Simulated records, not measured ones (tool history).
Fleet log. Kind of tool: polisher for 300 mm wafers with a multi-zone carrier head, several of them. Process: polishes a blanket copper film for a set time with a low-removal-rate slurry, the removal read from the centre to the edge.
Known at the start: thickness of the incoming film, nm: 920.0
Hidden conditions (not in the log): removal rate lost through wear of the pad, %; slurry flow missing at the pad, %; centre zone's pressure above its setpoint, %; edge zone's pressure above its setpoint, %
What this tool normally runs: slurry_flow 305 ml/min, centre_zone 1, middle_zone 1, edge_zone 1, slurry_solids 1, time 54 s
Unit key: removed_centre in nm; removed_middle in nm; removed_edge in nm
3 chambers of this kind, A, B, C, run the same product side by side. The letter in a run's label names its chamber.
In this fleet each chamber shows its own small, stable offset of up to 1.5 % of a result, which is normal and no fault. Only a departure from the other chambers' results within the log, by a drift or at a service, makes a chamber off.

run	hour	slurry_flow	centre_zone	middle_zone	edge_zone	slurry_solids	time	wafers polished on this pad	hours since the slurry nozzle was cleaned	hours since the centre zone pressure was calibrated	hours since the edge zone pressure was calibrated	removed_centre	removed_middle	removed_edge
# hour 0.7: chamber C: worn pad replaced by a new one
1C	6.9	305	1	1	1	1	54	67	293.7	956.8	36.4	86.387	87.166	85.065
2A	14.1	305	1	1	1	1	54	275	164.4	32.8	173.9	86.456	86.974	87.171
3B	20.1	305	1	1	1	1	54	862	276.7	169.6	94	86.21	85.68	87.399
# hour 23: chamber B: worn pad replaced by a new one
4C	28.2	305	1	1	1	1	54	298	315	978.1	57.7	84.402	86.984	84.431
5A	40	305	1	1	1	1	54	556	190.3	58.7	199.8	88.79	85.391	86.155
6B	47.1	305	1	1.12	1	1.1	54	262	303.7	196.6	121	88.299	97.053	89.068
7A	59.6	305	1	1.12	1	1.1	54	769	209.9	78.3	219.4	88.336	98.153	86.359
8B	66.7	305	1	1.12	1	1.1	54	474	323.3	216.2	140.6	89.139	96.884	88.168
# hour 69.1: chamber C: worn pad replaced by a new one
9C	78.1	305	1	1	1.04	0.75	54	97	364.9	1028	107.6	82.685	82.426	80.305
# hour 78.3: chamber A: worn pad replaced by a new one
10C	91.7	305	1	1	1.04	0.75	54	245	378.5	1041.6	121.2	79.631	82.014	84.152
11A	104.4	305	1	1	1.04	0.75	54	283	254.7	123.1	264.2	82.964	80.393	83.156
# hour 105.1: chamber B: worn pad replaced by a new one
12B	113.5	305	1	1	1	1	54	91	370.1	263	187.4	86.513	85.021	86.134
13B	122.3	305	1	1	1	1	54	186	378.9	271.8	196.2	85.394	84.598	87.91
14A	133.9	305	1	1	1	1	54	603	284.2	152.6	293.7	85.549	85.838	85.409
15C	142.2	400	1	1	1	1	54	793	429	1092.1	171.7	88.491	88.752	85.736
# hour 146.1: chamber C: worn pad replaced by a new one
16C	151.8	400	1	1	1	1	54	62	438.6	1101.7	181.3	88.944	88.45	86.71
17A	161.9	400	1	1	1	1	54	907	312.2	180.6	321.7	87.327	86.339	88.129
# hour 166.8: chamber A: worn pad replaced by a new one
18B	174.6	305	1	1	1	1	54	754	431.2	324.1	248.5	86.816	84.424	87.646
# hour 178.2: chamber B: slurry nozzle cleaned
19C	187.1	305	0.94	1	1.07	1	54	445	473.9	1137	216.6	80.879	86.935	88.767
# hour 191.1: chamber B: worn pad replaced by a new one
20A	193.7	305	0.94	1	1.07	1	54	292	344	212.4	353.5	79.811	86.015	89.016
21B	200.2	305	0.94	1	1.07	1	54	99	22.1	349.7	274.1	80.417	85.176	89.28
22A	211.2	305	1	1	1	1	54	482	361.5	229.9	371	88.047	85.586	85.648
23B	222.4	305	1	1	1	1	54	339	44.3	371.9	296.3	85.522	85.559	87.807
# hour 226.3: chamber C: worn pad replaced by a new one
24C	232.5	305	1	1	1	1	54	67	519.3	1182.4	262	85.379	86.733	86.076
25C	238.5	305	1	1	1	1.15	54	133	525.3	1188.4	268	88.165	88.859	88.676
26A	246.9	305	1	1	1	1.15	54	869	397.2	265.6	406.7	90.052	87.23	89.588
27B	257.9	305	1	1	1	1.15	54	725	79.8	407.4	331.8	90.626	88.216	87.926
# hour 266.7: chamber C: centre zone pressure recalibrated
28B	269.4	305	1	1	1	1	54	849	91.3	418.9	343.3	84.609	83.527	87.945
# hour 272.6: chamber A: worn pad replaced by a new one
29C	277.1	305	1	1	1	1	54	551	563.9	10.4	306.6	85.279	88.636	83.468
# hour 284.8: chamber B: worn pad replaced by a new one
30A	286.3	305	1	1	1	1	54	149	436.6	305	446.1	87.741	84.226	88.202
# hour 293.8: chamber C: worn pad replaced by a new one
31A	295.4	305	1	1	1	1	54	247	445.7	314.1	455.2	86.357	86.039	84.9
# hour 305.7: chamber B: centre zone pressure recalibrated
32C	307.3	305	0.93	1	1	1.1	54	146	594.1	40.6	336.8	80.703	90.489	88.64
33B	317.2	305	0.93	1	1	1.1	54	351	139.1	11.6	391.1	80.347	88.261	89.993
34B	325.2	305	0.93	1	1	1.1	54	438	147.1	19.6	399.1	81.521	86.177	89.382
35C	331.4	305	1	1	1	1	54	408	618.2	64.7	360.9	86.758	85.259	83.049
36A	342.8	305	1	1	1	1	54	762	493.1	361.5	502.6	86.986	84.095	86.408
37C	349.3	305	1	1	1	1	54	602	636.1	82.6	378.8	83.953	87.092	86.334
# hour 353.5: chamber A: worn pad replaced by a new one
38A	362.9	305	1	1	1	1	54	102	513.2	381.6	522.7	85.924	84.474	86.421
39B	372.9	305	1	1	1	1	54	956	194.8	67.3	446.8	88.025	85.029	86.989
# hour 376: chamber B: worn pad replaced by a new one
40B	383.2	305	1.12	0.91	1	1	54	78	205.1	77.6	457.1	97.229	77.355	86.245

All 3 chambers run these settings next. Forecast each chamber's results:
41A	393	305	1	1	1	1	54					?	?	?
41B	393	305	1	1	1	1	54					?	?	?
41C	393	305	1	1	1	1	54					?	?	?

run	removed_centre	removed_middle	removed_edge
41A	86.149	86.024	88.575
41B	85.78	85.652	86.767
41C	85.747	84.77	83.007

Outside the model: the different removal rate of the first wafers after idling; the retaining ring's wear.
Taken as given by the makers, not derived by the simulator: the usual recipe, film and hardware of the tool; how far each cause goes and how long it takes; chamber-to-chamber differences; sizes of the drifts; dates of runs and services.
